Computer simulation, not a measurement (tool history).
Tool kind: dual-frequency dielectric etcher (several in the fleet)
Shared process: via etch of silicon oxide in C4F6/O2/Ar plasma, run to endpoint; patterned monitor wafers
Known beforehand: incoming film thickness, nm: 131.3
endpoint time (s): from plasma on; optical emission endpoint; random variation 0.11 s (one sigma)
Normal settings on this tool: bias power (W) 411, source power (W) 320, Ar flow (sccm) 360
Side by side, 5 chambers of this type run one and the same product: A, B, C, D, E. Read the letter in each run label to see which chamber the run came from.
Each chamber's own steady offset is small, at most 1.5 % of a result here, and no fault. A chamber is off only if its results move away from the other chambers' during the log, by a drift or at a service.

| run | hour | bias power (W) | source power (W) | Ar flow (sccm) | endpoint time (s) |
|---|---|---|---|---|---|
| 1B | 7.2 | 411 | 320 | 360 | 34.561 |
|  | 10.3 | chamber D: source power generator calibrated |
| 2D | 11.6 | 411 | 320 | 360 | 34.460 |
| 3A | 16.8 | 411 | 320 | 360 | 34.920 |
| 4C | 24.7 | 411 | 320 | 360 | 34.824 |
| 5E | 30.5 | 411 | 320 | 360 | 34.447 |
| 6D | 35.6 | 411 | 320 | 360 | 34.529 |
| 7E | 39.9 | 411 | 320 | 360 | 34.455 |
| 8A | 44.6 | 411 | 250 | 318 | 37.653 |
| 9C | 51.8 | 411 | 250 | 318 | 37.697 |
| 10B | 55.7 | 411 | 250 | 318 | 37.505 |
| 11C | 63.7 | 411 | 250 | 318 | 37.558 |
| 12A | 70.2 | 411 | 250 | 318 | 37.559 |
| 13B | 76.5 | 411 | 320 | 360 | 34.631 |
| 14E | 81.6 | 411 | 320 | 360 | 34.693 |
| 15D | 87.2 | 411 | 320 | 360 | 34.472 |
| 16E | 91.1 | 411 | 320 | 360 | 34.910 |
| 17C | 96.8 | 493 | 270 | 360 | 34.444 |
| 18D | 102.1 | 493 | 270 | 360 | 34.339 |
|  | 105.4 | chamber D: wet clean of the chamber |
| 19A | 109.0 | 493 | 270 | 360 | 34.701 |
| 20B | 112.6 | 493 | 270 | 360 | 34.422 |
| 21E | 120.5 | 493 | 270 | 360 | 34.951 |
| 22C | 128.5 | 341 | 320 | 310 | 36.771 |
| 23A | 135.7 | 341 | 320 | 310 | 36.582 |
| 24B | 143.9 | 341 | 320 | 310 | 36.500 |
| 25D | 149.7 | 341 | 320 | 310 | 36.362 |
| 26D | 155.8 | 341 | 320 | 310 | 36.327 |
| 27B | 161.2 | 411 | 320 | 360 | 34.673 |
| 28A | 166.3 | 380 | 320 | 296 | 34.986 |
| 29E | 173.3 | 380 | 320 | 296 | 35.793 |
|  | 174.0 | chamber C: wet clean of the chamber |
| 30C | 180.2 | 380 | 320 | 296 | 35.088 |
| 31C | 184.3 | 380 | 320 | 296 | 34.929 |
| 32B | 191.0 | 380 | 320 | 296 | 34.762 |
| 33D | 198.8 | 411 | 270 | 413 | 37.242 |
|  | 202.2 | chamber A: wet clean of the chamber |
| 34E | 204.7 | 411 | 270 | 413 | 38.747 |
| 35A | 210.2 | 411 | 270 | 413 | 37.654 |
| 36B | 214.2 | 411 | 270 | 413 | 37.434 |
| 37D | 218.1 | 411 | 270 | 413 | 37.120 |
| 38C | 223.6 | 411 | 320 | 360 | 34.787 |

For the next run the whole fleet of 5 chambers uses the same settings. Give each chamber's results:
| 39A | 229.5 | 411 | 320 | 360 | ? |
| 39B | 229.5 | 411 | 320 | 360 | ? |
| 39C | 229.5 | 411 | 320 | 360 | ? |
| 39D | 229.5 | 411 | 320 | 360 | ? |
| 39E | 229.5 | 411 | 320 | 360 | ? |

| run | endpoint time (s) |
|---|---|
| 39A | 35.077 |
| 39B | 34.629 |
| 39C | 34.648 |
| 39D | 34.398 |
| 39E | 35.710 |
